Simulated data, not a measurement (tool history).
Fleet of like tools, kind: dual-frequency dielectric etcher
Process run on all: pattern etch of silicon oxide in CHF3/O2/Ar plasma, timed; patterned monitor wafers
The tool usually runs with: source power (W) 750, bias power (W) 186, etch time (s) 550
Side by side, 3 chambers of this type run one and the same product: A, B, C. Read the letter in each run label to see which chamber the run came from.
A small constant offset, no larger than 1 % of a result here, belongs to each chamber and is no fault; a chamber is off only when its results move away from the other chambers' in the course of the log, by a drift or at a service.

run   hour  source power (W)  bias power (W)  etch time (s)  hours since the last wet clean  hours since the last source power generator calibration  hours since the last bias power generator calibration  read-back reference wafer on the same gauge, depth_nm  mean etch depth across the wafer (angstrom)
 1A    7.1               750             186            550                           261.7                                                   3555.3                                                  496.6                                                 1239.5                                        11874
 2C   13.9               750             186            550                            76.1                                                    471.9                                                   1740                                                 1239.3                                        11979
 3B     19               750             186            550                           382.8                                                   1970.3                                                 1586.6                                                 1239.9                                        12098
 4B   26.7               750             186            550                           390.5                                                     1978                                                 1594.3                                                 1238.1                                        12066
 5C   34.1               750             186            550                            96.3                                                    492.1                                                 1760.2                                                 1238.8                                        11955
 6A   42.2               750             186            550                           296.8                                                   3590.4                                                  531.7                                                 1238.5                                        11867
 7C   51.2               750             186            550                           113.4                                                    509.2                                                 1777.3                                                 1237.8                                        11960
 8B   56.1               750             229            493                           419.9                                                   2007.4                                                 1623.7                                                 1237.7                                        11590
 9A   64.4               750             229            493                             319                                                   3612.6                                                  553.9                                                 1236.9                                        11404
10B   72.4               750             229            493                           436.2                                                   2023.7                                                   1640                                                   1237                                        11588
11A   82.7               670             186            550                           337.3                                                   3630.9                                                  572.2                                                 1237.1                                        11338
12C   90.7               670             186            550                           152.9                                                    548.7                                                 1816.8                                                 1236.5                                        11396
13C   99.9               670             186            550                           162.1                                                    557.9                                                   1826                                                 1235.9                                        11405
14A    107               750             186            550                           361.6                                                   3655.2                                                  596.5                                                 1235.9                                        11789
15B  116.7               820             186            654                           480.5                                                     2068                                                 1684.3                                                   1235                                        14828
16A  124.3               820             186            654                           378.9                                                   3672.5                                                  613.8                                                 1235.3                                        14569
17C  129.1               820             186            654                           191.3                                                    587.1                                                 1855.2                                                   1235                                        14634
18B  135.4               750             186            550                           499.2                                                   2086.7                                                   1703                                                 1234.3                                        12050
19B  140.7               750             186            550                           504.5                                                     2092                                                 1708.3                                                   1234                                        12010
20A  149.2               750             186            550                           403.8                                                   3697.4                                                  638.7                                                 1234.3                                        11833
21C    159               750             186            550                           221.2                                                      617                                                 1885.1                                                 1233.8                                        11872
22B  165.7               750             186            550                           529.5                                                     2117                                                 1733.3                                                 1233.6                                        12038
23C  173.8               750             186            550                             236                                                    631.8                                                 1899.9                                                 1232.5                                        11851
     176.7  -- chamber A: wet clean of the chamber
24A  181.3               810             186          608.5                             4.7                                                   3729.5                                                  670.8                                                 1232.8                                        13439
25C  187.5               810             186          608.5                           249.7                                                    645.5                                                 1913.6                                                 1232.6                                        13522
     193.7  -- chamber B: wet clean of the chamber
26B  197.4               810             186          608.5                             3.8                                                   2148.7                                                   1765                                                 1232.8                                        13669
27A  207.7               750             186            550                            31.1                                                   3755.9                                                  697.2                                                 1231.6                                        11816

All chambers now run identical settings, listed one chamber a line with results as question marks. What results will each chamber show?
28A  215.1               750             156            550                                                                                                                                                                                                                                                   ?
28B  215.1               750             156            550                                                                                                                                                                                                                                                   ?
28C  215.1               750             156            550                                                                                                                                                                                                                                                   ?

run  mean etch depth across the wafer (angstrom)
28A                                        11128
28B                                        11350
28C                                        11186

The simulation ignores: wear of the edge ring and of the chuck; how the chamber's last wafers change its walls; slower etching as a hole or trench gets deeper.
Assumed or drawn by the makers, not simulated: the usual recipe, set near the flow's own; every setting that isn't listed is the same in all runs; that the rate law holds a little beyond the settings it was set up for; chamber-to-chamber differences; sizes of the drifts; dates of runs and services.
